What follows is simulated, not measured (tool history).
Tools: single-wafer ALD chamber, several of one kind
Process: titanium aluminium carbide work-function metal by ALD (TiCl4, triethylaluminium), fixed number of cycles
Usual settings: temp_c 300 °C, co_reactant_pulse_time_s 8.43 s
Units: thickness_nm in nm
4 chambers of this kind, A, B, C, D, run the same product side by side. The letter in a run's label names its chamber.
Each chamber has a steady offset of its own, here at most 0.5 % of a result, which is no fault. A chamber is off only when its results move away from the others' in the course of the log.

| run | hour | temp_c | co_reactant_pulse_time_s | hours since the last thermocouple change | hours since the last triethylaluminium bottle change | read-back reference wafer on the same gauge, thickness_nm | thickness_nm |
|---|---|---|---|---|---|---|---|
| 1A | 5.2 | 300 | 8.43 | 1659.2 | 1855.5 | 1.61 | 1.9532 |
| 2C | 10.6 | 300 | 8.43 | 275.4 | 675.9 | 1.6096 | 1.9496 |
| 3D | 17.4 | 300 | 8.43 | 1799.3 | 1188.8 | 1.6086 | 1.9455 |
| 4B | 21 | 300 | 8.43 | 707.7 | 295.6 | 1.6113 | 1.9428 |
|  | 22.9 | chamber A: triethylaluminium bottle replaced |
| 5B | 26.6 | 300 | 8.43 | 713.3 | 301.2 | 1.6095 | 1.9527 |
| 6C | 33.2 | 300 | 8.43 | 298 | 698.5 | 1.6086 | 1.9524 |
| 7D | 37.9 | 300 | 8.43 | 1819.8 | 1209.3 | 1.6101 | 1.9496 |
| 8A | 43.7 | 300 | 8.43 | 1697.7 | 20.9 | 1.6105 | 1.9565 |
| 9B | 48.7 | 300 | 8.43 | 735.4 | 323.3 | 1.6095 | 1.9436 |
| 10C | 54.4 | 300 | 8.43 | 319.2 | 719.7 | 1.6082 | 1.9593 |
| 11A | 57.8 | 300 | 8.43 | 1711.8 | 35 | 1.6094 | 1.9486 |
| 12D | 61.2 | 300 | 8.43 | 1843.1 | 1232.6 | 1.6092 | 1.9463 |
| 13C | 67.6 | 300 | 8.43 | 332.4 | 732.9 | 1.61 | 1.9587 |
| 14A | 73.5 | 300 | 6.73 | 1727.5 | 50.7 | 1.6113 | 1.8606 |
| 15D | 78.3 | 300 | 6.73 | 1860.2 | 1249.7 | 1.6106 | 1.8673 |
| 16B | 84.1 | 300 | 6.73 | 770.8 | 358.7 | 1.61 | 1.8269 |
| 17A | 89.3 | 300 | 6.73 | 1743.3 | 66.5 | 1.6102 | 1.8728 |
| 18C | 96.2 | 300 | 8.43 | 361 | 761.5 | 1.6106 | 1.9538 |
| 19B | 102.7 | 295 | 11.37 | 789.4 | 377.3 | 1.6095 | 1.9722 |
| 20D | 107.4 | 295 | 11.37 | 1889.3 | 1278.8 | 1.6106 | 1.9692 |
| 21A | 111.3 | 295 | 11.37 | 1765.3 | 88.5 | 1.6097 | 1.9928 |
| 22B | 118.4 | 295 | 11.37 | 805.1 | 393 | 1.6108 | 1.952 |
| 23C | 122.3 | 300 | 8.43 | 387.1 | 787.6 | 1.6091 | 1.957 |
| 24D | 126.4 | 294 | 8.43 | 1908.3 | 1297.8 | 1.6096 | 1.8933 |
| 25C | 133.7 | 294 | 8.43 | 398.5 | 799 | 1.6101 | 1.9184 |
| 26B | 138.5 | 294 | 8.43 | 825.2 | 413.1 | 1.612 | 1.8556 |
| 27D | 144.3 | 294 | 8.43 | 1926.2 | 1315.7 | 1.609 | 1.8996 |
| 28A | 149.4 | 293 | 9.8 | 1803.4 | 126.6 | 1.6094 | 1.931 |
| 29A | 152.8 | 293 | 9.8 | 1806.8 | 130 | 1.61 | 1.951 |
| 30C | 158.2 | 293 | 9.8 | 423 | 823.5 | 1.6118 | 1.9451 |
| 31B | 163 | 293 | 9.8 | 849.7 | 437.6 | 1.6102 | 1.8896 |
| 32D | 166.3 | 300 | 8.43 | 1948.2 | 1337.7 | 1.6107 | 1.9481 |
| 33C | 171.8 | 300 | 8.43 | 436.6 | 837.1 | 1.6105 | 1.9647 |
| 34A | 178.8 | 300 | 8.43 | 1832.8 | 156 | 1.6096 | 1.9528 |
| 35B | 185.2 | 300 | 10.64 | 871.9 | 459.8 | 1.6103 | 1.9704 |
| 36D | 191.1 | 300 | 10.64 | 1973 | 1362.5 | 1.6122 | 2.0099 |

What goes on in this fleet: one chamber off, a drifting gauge, or nothing beyond the chambers' own small offsets? Name the chamber and the cause, if any.

Chamber B drifts away from the others.
Cause: triethylaluminium dose below that of a fresh bottle (%) = 17.9.

Here are 4 candidates for chamber B's next run, each the usual settings with a change, their results left as question marks. Which one brings its results back in line with what the others give on the usual settings?
In line means no further than this from the other chambers' mean on the usual settings: thickness_nm 0.024 nm
| 37B-1 | 196.3 | 297 | 7.56 |  |  |  | ? |
| 37B-2 | 196.3 | 299 | 8.09 |  |  |  | ? |
| 37B-3 | 196.3 | 303 | 9.43 |  |  |  | ? |
| 37B-4 | 196.3 | 301 | 8.77 |  |  |  | ? |

The other chambers' mean on the usual settings: thickness_nm 1.9536 nm
| run | thickness_nm |
|---|---|
| 37B-1 | 1.7924 |
| 37B-2 | 1.843 |
| 37B-3 | 1.9441 |
| 37B-4 | 1.897 |
37B-3 brings the chamber back in line.

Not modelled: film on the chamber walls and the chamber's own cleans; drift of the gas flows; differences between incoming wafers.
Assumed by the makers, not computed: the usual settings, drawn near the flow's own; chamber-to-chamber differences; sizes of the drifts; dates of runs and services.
